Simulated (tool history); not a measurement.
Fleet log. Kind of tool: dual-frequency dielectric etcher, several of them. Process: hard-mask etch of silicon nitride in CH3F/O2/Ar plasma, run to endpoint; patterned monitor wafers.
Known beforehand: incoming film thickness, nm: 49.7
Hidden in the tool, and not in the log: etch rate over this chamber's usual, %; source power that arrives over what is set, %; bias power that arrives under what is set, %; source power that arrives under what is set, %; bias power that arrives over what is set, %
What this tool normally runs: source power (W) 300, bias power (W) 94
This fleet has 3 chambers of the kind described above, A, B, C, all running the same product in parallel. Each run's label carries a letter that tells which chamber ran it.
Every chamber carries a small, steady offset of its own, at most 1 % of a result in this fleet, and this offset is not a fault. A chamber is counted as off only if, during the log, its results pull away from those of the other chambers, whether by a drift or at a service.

run,day,source power (W),bias power (W),hours since the last wet clean,hours since the last source power generator calibration,hours since the last bias power generator calibration,endpoint time (s)
1C,0.521,300,94,320.6,2022.6,969.5,74.140
2A,0.908,300,94,334.9,263.7,3250.7,72.751
3B,1.429,300,94,522.8,2874.6,766.6,72.968
4B,1.783,300,94,531.3,2883.1,775.1,72.854
5A,2.112,300,94,363.8,292.6,3279.6,72.732
6C,2.642,300,94,371.5,2073.5,1020.4,73.459
7A,3.088,340,111,387.2,316.0,3303.0,64.532
8B,3.450,340,111,571.3,2923.1,815.1,64.760
9C,3.846,340,111,400.4,2102.4,1049.3,65.975
# day 4.204: chamber B: wet clean of the chamber
10A,4.342,360,84,417.3,346.1,3333.1,70.317
11C,4.938,360,84,426.6,2128.6,1075.5,71.197
12B,5.550,360,84,32.3,2973.5,865.5,70.804
13C,6.196,300,94,456.8,2158.8,1105.7,73.510
14B,6.500,300,94,55.1,2996.3,888.3,73.155
15A,7.071,300,94,482.8,411.6,3398.6,72.645
# day 7.404: chamber A: wet clean of the chamber
16B,7.567,300,94,80.7,3021.9,913.9,72.804
17C,7.988,300,94,499.8,2201.8,1148.7,73.340
18A,8.538,300,94,27.3,446.8,3433.8,68.998
19A,9.129,300,94,41.5,461.0,3448.0,69.163
# day 9.300: chamber C: wet clean of the chamber
20B,9.746,300,94,133.0,3074.2,966.2,72.679
21C,10.254,300,94,22.9,2256.2,1203.1,73.746
22C,10.550,300,94,30.0,2263.3,1210.2,73.847
23B,11.012,300,94,163.4,3104.6,996.6,72.913
24A,11.454,300,94,97.3,516.8,3503.8,69.361
25B,11.921,300,94,185.2,3126.4,1018.4,72.802
26A,12.467,300,94,121.6,541.1,3528.1,69.230
27C,13.054,300,107,90.1,2323.4,1270.3,69.875
28B,13.633,300,107,226.3,3167.5,1059.5,69.422
29C,14.012,300,107,113.1,2346.4,1293.3,70.438
30A,14.404,300,94,168.1,587.6,3574.6,69.415
31B,14.858,260,108,255.7,3196.9,1088.9,72.601
32A,15.438,260,108,192.9,612.4,3599.4,69.327
33C,15.846,260,108,157.1,2390.4,1337.3,73.321
34C,16.254,300,94,166.9,2400.2,1347.1,73.276

Predict what each chamber gives when all 3 of them run the settings below next.
35A,16.733,300,75,,,,?
35B,16.733,300,75,,,,?
35C,16.733,300,75,,,,?

run,endpoint time (s)
35A,74.606
35B,79.118
35C,79.639
